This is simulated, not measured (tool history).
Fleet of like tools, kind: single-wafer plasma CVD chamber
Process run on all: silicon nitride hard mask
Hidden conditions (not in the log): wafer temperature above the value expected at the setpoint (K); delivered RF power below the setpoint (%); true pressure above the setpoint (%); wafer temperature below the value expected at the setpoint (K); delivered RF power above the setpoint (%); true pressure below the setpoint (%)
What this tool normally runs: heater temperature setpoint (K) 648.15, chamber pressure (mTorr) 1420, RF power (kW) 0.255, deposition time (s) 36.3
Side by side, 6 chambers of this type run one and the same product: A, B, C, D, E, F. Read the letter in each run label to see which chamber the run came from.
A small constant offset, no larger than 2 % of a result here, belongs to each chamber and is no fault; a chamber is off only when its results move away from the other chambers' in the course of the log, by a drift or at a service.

run	day	heater temperature setpoint (K)	chamber pressure (mTorr)	RF power (kW)	deposition time (s)	hours since the last thermocouple change	hours since the last RF generator calibration	hours since the last manometer calibration	read-back reference wafer on the same gauge, thickness_nm	mean film thickness on the monitor wafer (Å)
1A	0.433	648.15	1420	0.255	36.3	982.2	172.7	442	42.196	366.25
2D	0.85	648.15	1420	0.255	36.3	834.3	1198.3	764.5	42.185	365.28
3F	1.254	648.15	1420	0.255	36.3	1310.7	469.3	991.7	42.212	364.16
4C	1.462	648.15	1420	0.255	36.3	1235.4	982.5	185.8	42.186	366.93
5B	1.883	660.15	1420	0.275	36.3	2362.3	405.9	50.6	42.208	379.99
6E	2.192	660.15	1420	0.275	36.3	618.4	1532.6	346.4	42.226	389.05
7A	2.588	660.15	1420	0.275	36.3	1033.9	224.4	493.7	42.2	384.3
8D	3.012	660.15	1420	0.275	36.3	886.2	1250.2	816.4	42.182	383.8
9B	3.221	660.15	1420	0.275	36.3	2394.4	438	82.7	42.187	381.8
# day 3.329: chamber F: capacitance manometer re-zeroed and calibrated
10E	3.654	660.15	1420	0.275	36.3	653.5	1567.7	381.5	42.189	388.3
11C	3.954	648.15	1420	0.255	36.3	1295.2	1042.3	245.6	42.21	368.41
12F	4.162	634.15	1420	0.255	30.8	1380.5	539.1	20.1	42.197	312.89
13D	4.592	634.15	1420	0.255	30.8	924.1	1288.1	854.3	42.206	313.64
14C	4.796	634.15	1420	0.255	30.8	1315.4	1062.5	265.8	42.192	313.09
15A	5.133	634.15	1420	0.255	30.8	1095	285.5	554.8	42.192	315.37
16B	5.442	634.15	1420	0.255	30.8	2447.7	491.3	136	42.178	310.6
17F	5.829	634.15	1420	0.255	30.8	1420.5	579.1	60.1	42.192	310.99
18E	6.171	648.15	1420	0.255	36.3	713.9	1628.1	441.9	42.205	369.93
19D	6.533	648.15	1420	0.255	36.3	970.7	1334.7	900.9	42.207	368.44
20B	6.729	648.15	1420	0.255	36.3	2478.6	522.2	166.9	42.225	364.71
# day 6.888: chamber F: thermocouple changed; heater temperature recalibrated
21E	7.062	648.15	1420	0.255	36.3	735.3	1649.5	463.3	42.196	369.77
22C	7.358	648.15	1420	0.255	36.3	1376.9	1124	327.3	42.192	368.67
23A	7.671	648.15	1420	0.255	32.6	1155.9	346.4	615.7	42.168	334.06
24F	7.896	648.15	1420	0.255	32.6	24.3	628.7	109.7	42.219	328.07
25C	8.317	648.15	1420	0.255	32.6	1399.9	1147	350.3	42.209	330.64
26A	8.725	648.15	1420	0.255	32.6	1181.2	371.7	641	42.221	333.14
27D	9.025	648.15	1420	0.255	32.6	1030.5	1394.5	960.7	42.192	328.95
28E	9.383	648.15	1420	0.255	32.6	791	1705.2	519	42.225	333.49
29B	9.821	648.15	1420	0.255	36.3	2552.8	596.4	241.1	42.217	366.55
30F	10.262	648.15	1420	0.255	36.3	81.1	685.5	166.5	42.202	364.64
31B	10.488	648.15	1420	0.255	36.3	2568.8	612.4	257.1	42.184	365.76
32E	10.738	648.15	1420	0.255	36.3	823.5	1737.7	551.5	42.203	370.99
33D	11.179	648.15	1420	0.255	40.3	1082.2	1446.2	1012.4	42.218	406.9
34C	11.379	648.15	1420	0.255	40.3	1473.4	1220.5	423.8	42.2	409.52
35F	11.812	648.15	1420	0.255	40.3	118.3	722.7	203.7	42.188	407.91
36A	12.025	648.15	1420	0.255	40.3	1260.4	450.9	720.2	42.197	416.5
37D	12.258	648.15	1420	0.255	40.3	1108.1	1472.1	1038.3	42.216	407.41
# day 12.338: chamber B: thermocouple changed; heater temperature recalibrated
38C	12.458	648.15	1420	0.255	40.3	1499.3	1246.4	449.7	42.249	409.33
39E	12.767	648.15	1140	0.24	36.3	872.2	1786.4	600.2	42.223	331.27
40A	13.083	648.15	1140	0.24	36.3	1285.8	476.3	745.6	42.2	335.57
41B	13.346	648.15	1140	0.24	36.3	24.3	681	325.7	42.196	326.46
42F	13.629	648.15	1140	0.24	36.3	161.9	766.3	247.3	42.203	327.79
43F	14.058	648.15	1140	0.24	36.3	172.2	776.6	257.6	42.178	326.66
44B	14.5	648.15	1140	0.24	36.3	52	708.7	353.4	42.182	325.29

What goes on in this fleet: one chamber off, a drifting gauge, or nothing beyond the chambers' own small offsets? Name the chamber and the cause, if any.

Chamber A drifts away from the others.
What lies behind it: true pressure above the setpoint (%) = 8.13.

Here are 4 candidates for chamber A's next run, each the usual settings with a change, their results left as question marks. Which one brings its results back in line with what the others give on the usual settings?
A result is in line if it is within this distance of the other chambers' mean on the usual settings: mean film thickness on the monitor wafer (Å) 3.5
45A-1	14.821	648.15	1420	0.255	36.2					?
45A-2	14.821	648.15	1420	0.255	37.1					?
45A-3	14.821	648.15	1420	0.255	35.5					?
45A-4	14.821	648.15	1420	0.255	36.5					?

The mean the other chambers reach with the usual settings: mean film thickness on the monitor wafer (Å) 366.93
run	mean film thickness on the monitor wafer (Å)
45A-1	373.45
45A-2	382.72
45A-3	366.25
45A-4	376.54
The answer is 45A-3, which returns the chamber to within the allowed miss of the others.

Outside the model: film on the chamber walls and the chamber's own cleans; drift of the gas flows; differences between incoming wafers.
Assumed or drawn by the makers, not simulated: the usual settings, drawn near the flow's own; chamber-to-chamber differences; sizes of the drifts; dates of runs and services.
